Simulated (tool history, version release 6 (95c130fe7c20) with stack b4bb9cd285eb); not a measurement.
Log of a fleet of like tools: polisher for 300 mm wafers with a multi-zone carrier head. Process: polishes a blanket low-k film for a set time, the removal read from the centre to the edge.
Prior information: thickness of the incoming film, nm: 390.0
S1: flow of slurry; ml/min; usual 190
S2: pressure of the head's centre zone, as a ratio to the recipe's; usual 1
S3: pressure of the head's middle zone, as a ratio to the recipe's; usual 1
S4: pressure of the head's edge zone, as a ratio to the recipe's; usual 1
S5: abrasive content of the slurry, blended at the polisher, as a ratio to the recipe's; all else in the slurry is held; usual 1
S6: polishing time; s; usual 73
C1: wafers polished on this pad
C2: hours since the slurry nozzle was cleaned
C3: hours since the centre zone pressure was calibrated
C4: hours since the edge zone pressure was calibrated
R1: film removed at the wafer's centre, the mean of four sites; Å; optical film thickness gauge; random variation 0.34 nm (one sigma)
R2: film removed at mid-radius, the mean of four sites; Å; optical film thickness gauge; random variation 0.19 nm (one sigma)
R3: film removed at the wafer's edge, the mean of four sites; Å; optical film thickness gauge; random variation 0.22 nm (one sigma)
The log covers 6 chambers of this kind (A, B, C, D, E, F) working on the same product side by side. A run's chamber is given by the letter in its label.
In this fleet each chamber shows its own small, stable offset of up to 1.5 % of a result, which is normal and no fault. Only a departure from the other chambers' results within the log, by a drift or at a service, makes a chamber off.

run 1B day=0.35 | S1=190 S2=1 S3=1 S4=1 S5=1 S6=73 | C1=625 C2=375.6 C3=354.4 C4=468.2 | R1=306.8 R2=303.79 R3=306.19
run 2C day=0.671 | S1=190 S2=1 S3=1 S4=1 S5=1 S6=73 | C1=527 C2=327.6 C3=254.7 C4=750.2 | R1=303.8 R2=307.95 R3=306.47
-- day=0.779 chamber D: worn pad replaced by a new one
run 3D day=1.15 | S1=190 S2=1 S3=1 S4=1 S5=1 S6=73 | C1=80 C2=237.4 C3=946.3 C4=119.8 | R1=303.6 R2=301.98 R3=302.8
-- day=1.296 chamber B: worn pad replaced by a new one
-- day=1.325 chamber E: worn pad replaced by a new one
run 4E day=1.442 | S1=190 S2=1 S3=1 S4=1 S5=1 S6=73 | C1=26 C2=156.5 C3=79 C4=79.6 | R1=306.78 R2=307.77 R3=305.1
-- day=1.525 chamber F: worn pad replaced by a new one
run 5A day=1.725 | S1=190 S2=1 S3=1 S4=1 S5=1 S6=73 | C1=437 C2=322.1 C3=361.5 C4=916 | R1=305.3 R2=302.34 R3=301.77
-- day=1.858 chamber C: worn pad replaced by a new one
run 6F day=2.288 | S1=190 S2=1 S3=1 S4=1 S5=1 S6=89 | C1=166 C2=412.1 C3=822.3 C4=330.3 | R1=371.06 R2=368.2 R3=370.16
-- day=2.729 chamber D: centre zone pressure recalibrated
-- day=2.858 chamber A: worn pad replaced by a new one
run 7B day=2.879 | S1=190 S2=1 S3=1 S4=1 S5=1 S6=89 | C1=345 C2=436.3 C3=415.1 C4=528.9 | R1=368.31 R2=370.25 R3=372.08
run 8F day=3.338 | S1=190 S2=1 S3=1 S4=1 S5=1 S6=89 | C1=395 C2=437.3 C3=847.5 C4=355.5 | R1=375.58 R2=364.62 R3=371.4
-- day=3.521 chamber E: slurry nozzle cleaned
-- day=3.7 chamber D: slurry nozzle cleaned
run 9D day=3.833 | S1=190 S2=1 S3=1 S4=1 S5=1 S6=89 | C1=666 C2=3.3 C3=26.5 C4=184.2 | R1=370.13 R2=373.43 R3=366.65
-- day=3.879 chamber F: slurry nozzle cleaned
-- day=4.246 chamber D: worn pad replaced by a new one
-- day=4.375 chamber B: edge zone pressure recalibrated
run 10C day=4.4 | S1=190 S2=1 S3=1 S4=1 S5=1 S6=89 | C1=555 C2=417.1 C3=344.2 C4=839.7 | R1=376.93 R2=373.96 R3=378.83
-- day=4.462 chamber E: worn pad replaced by a new one
run 11E day=4.779 | S1=190 S2=1 S3=1 S4=1 S5=1 S6=89 | C1=69 C2=30.3 C3=159.1 C4=159.7 | R1=374.5 R2=368.53 R3=370.23
-- day=5.079 chamber B: worn pad replaced by a new one
run 12A day=5.183 | S1=190 S2=1 S3=1 S4=1 S5=1 S6=73 | C1=507 C2=405.1 C3=444.5 C4=999 | R1=301.47 R2=302.89 R3=298.07
-- day=5.221 chamber C: centre zone pressure recalibrated
-- day=5.275 chamber F: worn pad replaced by a new one
run 13D day=5.704 | S1=190 S2=1 S3=0.95 S4=1 S5=1 S6=53 | C1=318 C2=48.2 C3=71.4 C4=229.1 | R1=222.07 R2=210.48 R3=220.17
-- day=5.796 chamber A: worn pad replaced by a new one
-- day=6.071 chamber C: worn pad replaced by a new one
run 14A day=6.158 | S1=190 S2=1 S3=0.95 S4=1 S5=1 S6=53 | C1=79 C2=428.5 C3=467.9 C4=1022.4 | R1=218.5 R2=212.83 R3=219.03
-- day=6.562 chamber C: slurry nozzle cleaned
run 15C day=6.7 | S1=190 S2=1 S3=0.95 S4=1 S5=1 S6=53 | C1=137 C2=3.3 C3=35.5 C4=894.9 | R1=219.61 R2=212.17 R3=222.1
run 16E day=7.188 | S1=190 S2=1 S3=0.95 S4=1 S5=1 S6=53 | C1=594 C2=88.1 C3=216.9 C4=217.5 | R1=222.18 R2=210.5 R3=221.48
run 17F day=7.575 | S1=190 S2=1 S3=0.95 S4=1 S5=1 S6=53 | C1=502 C2=88.8 C3=949.2 C4=457.2 | R1=217.76 R2=205.97 R3=218.69
-- day=7.733 chamber E: worn pad replaced by a new one
-- day=7.892 chamber D: worn pad replaced by a new one
-- day=7.95 chamber B: slurry nozzle cleaned
run 18B day=8.146 | S1=190 S2=1 S3=0.95 S4=1 S5=1 S6=53 | C1=669 C2=4.8 C3=541.5 C4=90.5 | R1=219.54 R2=209.44 R3=220.45
-- day=8.217 chamber B: worn pad replaced by a new one
run 19C day=8.517 | S1=190 S2=1 S3=1 S4=1 S5=1 S6=73 | C1=533 C2=46.9 C3=79.1 C4=938.5 | R1=303.69 R2=306.22 R3=305.63
-- day=8.6 chamber F: worn pad replaced by a new one
run 20A day=9.033 | S1=190 S2=1 S3=1 S4=1 S5=1 S6=73 | C1=706 C2=497.5 C3=536.9 C4=1091.4 | R1=304.92 R2=303.85 R3=299.09
-- day=9.079 chamber A: worn pad replaced by a new one
run 21B day=9.408 | S1=190 S2=1 S3=1.07 S4=0.89 S5=1 S6=73 | C1=260 C2=35.1 C3=571.8 C4=120.8 | R1=308.64 R2=321.7 R3=288.72
-- day=9.45 chamber C: worn pad replaced by a new one
run 22E day=9.692 | S1=190 S2=1 S3=1.07 S4=0.89 S5=1 S6=73 | C1=427 C2=148.2 C3=277 C4=277.6 | R1=302.43 R2=322.19 R3=287.51
run 23F day=10.262 | S1=190 S2=1 S3=1.07 S4=0.89 S5=1 S6=73 | C1=363 C2=153.3 C3=1013.7 C4=521.7 | R1=282.35 R2=321.68 R3=290.49
run 24D day=10.625 | S1=190 S2=1 S3=1.07 S4=0.89 S5=1 S6=73 | C1=596 C2=166.3 C3=189.5 C4=347.2 | R1=298.44 R2=318.16 R3=285.23
run 25C day=10.908 | S1=190 S2=1 S3=1.07 S4=0.89 S5=1 S6=73 | C1=318 C2=104.3 C3=136.5 C4=995.9 | R1=308.46 R2=325.94 R3=287.12
-- day=11.3 chamber E: worn pad replaced by a new one
run 26D day=11.3 | S1=190 S2=1 S3=1.07 S4=0.89 S5=1 S6=73 | C1=743 C2=182.5 C3=205.7 C4=363.4 | R1=307.69 R2=319.87 R3=280.75
-- day=11.392 chamber D: worn pad replaced by a new one
-- day=11.396 chamber B: worn pad replaced by a new one
-- day=11.504 chamber F: worn pad replaced by a new one
run 27A day=11.571 | S1=190 S2=1 S3=1 S4=1 S5=1 S6=89 | C1=544 C2=558.4 C3=597.8 C4=1152.3 | R1=366.89 R2=368.6 R3=362.74
-- day=11.658 chamber A: slurry nozzle cleaned
-- day=11.662 chamber E: slurry nozzle cleaned
-- day=12.025 chamber D: edge zone pressure recalibrated
-- day=12.075 chamber A: worn pad replaced by a new one
run 28B day=12.154 | S1=190 S2=1 S3=1 S4=1 S5=1 S6=89 | C1=166 C2=101 C3=637.7 C4=186.7 | R1=366.62 R2=363.2 R3=372.9
run 29E day=12.521 | S1=190 S2=1 S3=1 S4=1 S5=1 S6=89 | C1=267 C2=20.6 C3=344.9 C4=345.5 | R1=376.79 R2=369.64 R3=376.77
-- day=12.842 chamber C: worn pad replaced by a new one
run 30F day=12.883 | S1=190 S2=1 S3=1 S4=1 S5=1 S6=89 | C1=301 C2=216.2 C3=1076.6 C4=584.6 | R1=339.53 R2=365.7 R3=368.14
run 31A day=13.358 | S1=190 S2=1 S3=1 S4=1 S5=1 S6=89 | C1=280 C2=40.8 C3=640.7 C4=1195.2 | R1=365.65 R2=377 R3=370.71
run 32E day=13.762 | S1=190 S2=1 S3=1 S4=1 S5=1 S6=89 | C1=537 C2=50.4 C3=374.7 C4=375.3 | R1=376.6 R2=374.45 R3=370.78
run 33D day=14.096 | S1=190 S2=1 S3=1 S4=1 S5=1 S6=73 | C1=590 C2=249.6 C3=272.8 C4=49.8 | R1=301.73 R2=299.8 R3=300.93
-- day=14.379 chamber B: worn pad replaced by a new one
-- day=14.612 chamber F: worn pad replaced by a new one
run 34C day=14.7 | S1=190 S2=1 S3=1 S4=1 S5=1 S6=73 | C1=406 C2=195.3 C3=227.5 C4=1086.9 | R1=307.92 R2=309.11 R3=310.07
-- day=14.804 chamber E: worn pad replaced by a new one
-- day=14.962 chamber D: worn pad replaced by a new one
run 35F day=15.033 | S1=190 S2=1 S3=1 S4=1 S5=1 S6=73 | C1=92 C2=267.8 C3=1128.2 C4=636.2 | R1=276.43 R2=303.38 R3=304.1
run 36B day=15.404 | S1=190 S2=1 S3=1 S4=1 S5=1 S6=73 | C1=223 C2=179 C3=715.7 C4=264.7 | R1=301.81 R2=299.92 R3=305.34
run 37E day=15.917 | S1=190 S2=1 S3=1 S4=1 S5=1 S6=73 | C1=242 C2=102.1 C3=426.4 C4=427 | R1=303.6 R2=307.55 R3=309.06
run 38D day=16.521 | S1=190 S2=1 S3=1 S4=1 S5=1 S6=73 | C1=340 C2=307.8 C3=331 C4=108 | R1=303.54 R2=302.46 R3=299.68
-- day=16.546 chamber C: edge zone pressure recalibrated
-- day=16.825 chamber C: worn pad replaced by a new one
run 39C day=16.925 | S1=190 S2=1 S3=1 S4=1 S5=1 S6=73 | C1=22 C2=248.7 C3=280.9 C4=9.2 | R1=298.94 R2=303.24 R3=310.91

The same settings go to every chamber for the next run, one line per chamber below. Forecast the results for each:
run 40A day=17.371 | S1=190 S2=1 S3=1 S4=0.95 S5=1 S6=73 | R1=? R2=? R3=?
run 40B day=17.371 | S1=190 S2=1 S3=1 S4=0.95 S5=1 S6=73 | R1=? R2=? R3=?
run 40C day=17.371 | S1=190 S2=1 S3=1 S4=0.95 S5=1 S6=73 | R1=? R2=? R3=?
run 40D day=17.371 | S1=190 S2=1 S3=1 S4=0.95 S5=1 S6=73 | R1=? R2=? R3=?
run 40E day=17.371 | S1=190 S2=1 S3=1 S4=0.95 S5=1 S6=73 | R1=? R2=? R3=?
run 40F day=17.371 | S1=190 S2=1 S3=1 S4=0.95 S5=1 S6=73 | R1=? R2=? R3=?

run=40A R1=303.47 R2=307.05 R3=293.06
run=40B R1=309.8 R2=304.01 R3=298.8
run=40C R1=301.88 R2=304.64 R3=300.56
run=40D R1=300.23 R2=302.77 R3=289.73
run=40E R1=301.48 R2=303.9 R3=297.95
run=40F R1=264.28 R2=299.41 R3=296.26
